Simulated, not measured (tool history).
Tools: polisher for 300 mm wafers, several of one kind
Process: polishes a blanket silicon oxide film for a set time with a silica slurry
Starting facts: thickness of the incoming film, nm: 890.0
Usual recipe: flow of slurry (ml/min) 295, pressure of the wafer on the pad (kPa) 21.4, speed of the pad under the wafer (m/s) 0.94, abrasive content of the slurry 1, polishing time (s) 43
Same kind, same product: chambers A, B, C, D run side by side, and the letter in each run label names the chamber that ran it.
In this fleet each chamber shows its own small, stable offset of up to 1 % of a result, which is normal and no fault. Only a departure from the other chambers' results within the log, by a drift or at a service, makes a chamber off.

| run | day | flow of slurry (ml/min) | pressure of the wafer on the pad (kPa) | speed of the pad under the wafer (m/s) | abrasive content of the slurry | polishing time (s) | wafers polished on this pad | hours since the slurry nozzle was cleaned | hours since the head pressure was calibrated | hours since the slurry blender was calibrated | hours since the conditioning disc was replaced | film removed (angstrom) |
|---|---|---|---|---|---|---|---|---|---|---|---|---|
|  | 0.233 | chamber D: conditioning disc replaced and pad reconditioned |
| 1A | 0.312 | 295 | 21.4 | 0.94 | 1 | 43 | 351 | 298.9 | 119.8 | 161.5 | 176.4 | 1031.8 |
|  | 0.433 | chamber C: worn pad replaced by a new one |
| 2C | 0.646 | 295 | 21.4 | 0.94 | 1 | 43 | 61 | 166.9 | 89.9 | 317.3 | 174.5 | 1042.2 |
| 3D | 0.883 | 295 | 21.4 | 0.94 | 1 | 43 | 874 | 264.9 | 965.8 | 184.4 | 15.6 | 1040.2 |
| 4B | 1.25 | 295 | 21.4 | 0.94 | 1 | 43 | 1025 | 139.9 | 451.4 | 89.6 | 84 | 1033.7 |
| 5C | 1.6 | 295 | 21.4 | 0.94 | 1 | 43 | 335 | 189.8 | 112.8 | 340.2 | 197.4 | 1021 |
| 6A | 1.992 | 295 | 21.4 | 0.94 | 1 | 43 | 832 | 339.2 | 160.1 | 201.8 | 216.7 | 1027.4 |
|  | 2.1 | chamber C: conditioning disc replaced and pad reconditioned |
|  | 2.104 | chamber A: worn pad replaced by a new one |
|  | 2.388 | chamber D: worn pad replaced by a new one |
| 7B | 2.4 | 295 | 21.4 | 0.94 | 1 | 38 | 1355 | 167.5 | 479 | 117.2 | 111.6 | 903.09 |
|  | 2.725 | chamber B: worn pad replaced by a new one |
| 8D | 2.883 | 295 | 21.4 | 0.94 | 1 | 38 | 142 | 312.9 | 1013.8 | 232.4 | 63.6 | 906.07 |
|  | 3.175 | chamber B: slurry blender recalibrated |
| 9B | 3.4 | 295 | 21.4 | 0.94 | 1 | 38 | 194 | 191.5 | 503 | 5.5 | 135.6 | 911.76 |
|  | 3.55 | chamber B: conditioning disc replaced and pad reconditioned |
|  | 3.712 | chamber A: slurry nozzle cleaned |
| 10C | 3.733 | 295 | 21.4 | 0.94 | 1 | 38 | 947 | 241 | 164 | 391.4 | 39.2 | 910.79 |
| 11D | 4 | 295 | 21.4 | 0.94 | 1 | 43 | 462 | 339.7 | 1040.6 | 259.2 | 90.4 | 1031.7 |
|  | 4.196 | chamber A: slurry blender recalibrated |
|  | 4.388 | chamber A: conditioning disc replaced and pad reconditioned |
| 12A | 4.404 | 295 | 21.4 | 0.94 | 1 | 43 | 659 | 16.7 | 218 | 5.1 | 0.5 | 1021.9 |
|  | 4.429 | chamber A: worn pad replaced by a new one |
|  | 4.462 | chamber D: slurry nozzle cleaned |
| 13D | 4.9 | 295 | 21.4 | 0.94 | 1 | 43 | 721 | 10.6 | 1062.2 | 280.8 | 112 | 1024 |
| 14A | 5.121 | 295 | 21.4 | 0.94 | 1 | 43 | 199 | 33.9 | 235.2 | 22.3 | 17.7 | 1031.2 |
|  | 5.567 | chamber C: worn pad replaced by a new one |
| 15C | 5.592 | 295 | 21.4 | 0.94 | 1 | 43 | 8 | 285.6 | 208.6 | 436 | 83.8 | 1034.1 |
| 16B | 5.908 | 295 | 21.4 | 0.94 | 1 | 43 | 913 | 251.7 | 563.2 | 65.7 | 56.6 | 1022.5 |
| 17B | 6.392 | 295 | 21.4 | 0.94 | 1 | 43 | 1052 | 263.3 | 574.8 | 77.3 | 68.2 | 1017.1 |
|  | 6.462 | chamber D: worn pad replaced by a new one |
|  | 6.6 | chamber B: head pressure recalibrated |
| 18C | 6.883 | 295 | 21.4 | 0.94 | 1 | 43 | 378 | 316.6 | 239.6 | 467 | 114.8 | 1023.7 |
|  | 6.971 | chamber C: slurry blender recalibrated |
| 19D | 7.342 | 295 | 21.4 | 0.94 | 1 | 43 | 252 | 69.2 | 1120.8 | 339.4 | 170.6 | 1029.8 |
|  | 7.438 | chamber A: worn pad replaced by a new one |
| 20A | 7.671 | 295 | 21.4 | 0.94 | 1 | 43 | 66 | 95.1 | 296.4 | 83.5 | 78.9 | 1015.3 |
|  | 7.808 | chamber B: worn pad replaced by a new one |
| 21C | 8.058 | 295 | 21.4 | 0.94 | 1 | 43 | 715 | 344.8 | 267.8 | 26.2 | 143 | 1024.7 |
| 22D | 8.442 | 295 | 21.4 | 0.94 | 1 | 43 | 568 | 95.6 | 1147.2 | 365.8 | 197 | 1027.2 |
|  | 8.596 | chamber B: slurry blender recalibrated |
| 23B | 8.738 | 295 | 21.4 | 0.94 | 1 | 43 | 267 | 319.6 | 51.3 | 3.5 | 124.5 | 1088.1 |
| 24A | 9.088 | 295 | 21.4 | 0.94 | 1 | 43 | 473 | 129.1 | 330.4 | 117.5 | 112.9 | 1020.9 |
| 25A | 9.479 | 295 | 21.4 | 0.94 | 1 | 43 | 585 | 138.5 | 339.8 | 126.9 | 122.3 | 1032.9 |
| 26B | 9.771 | 295 | 21.4 | 0.94 | 1 | 43 | 563 | 344.4 | 76.1 | 28.3 | 149.3 | 1091.4 |
| 27D | 10.221 | 295 | 21.4 | 0.94 | 1 | 43 | 1078 | 138.3 | 1189.9 | 408.5 | 239.7 | 1036.1 |

One chamber off, gauge drift, or nothing amiss beyond the chambers' own small offsets? If it is a chamber, which one, and what is the likeliest cause?

The work done on chamber B during a service left it standing apart from the others.
Most likely cause: head's pressure above its setpoint, % = 5.44.

Below are 4 candidate recipes for chamber B's next run, each the usual settings with a change, their results shown as question marks. Which of them brings B's results back in line with what the other chambers give on the usual settings?
To be in line, a result may differ from the other chambers' mean on the usual settings by at most: film removed (angstrom) 22
| 28B-1 | 10.592 | 295 | 21.4 | 0.88 | 1 | 43 |  |  |  |  |  | ? |
| 28B-2 | 10.592 | 295 | 21.4 | 0.96 | 1 | 43 |  |  |  |  |  | ? |
| 28B-3 | 10.592 | 295 | 21.4 | 1 | 1 | 43 |  |  |  |  |  | ? |
| 28B-4 | 10.592 | 295 | 21.4 | 0.92 | 1 | 43 |  |  |  |  |  | ? |

The mean the other chambers reach with the usual settings: film removed (angstrom) 1028.9
| run | film removed (angstrom) |
|---|---|
| 28B-1 | 1028.6 |
| 28B-2 | 1102.3 |
| 28B-3 | 1138.6 |
| 28B-4 | 1065.6 |
It is 28B-1 that realigns the chamber with its peers.
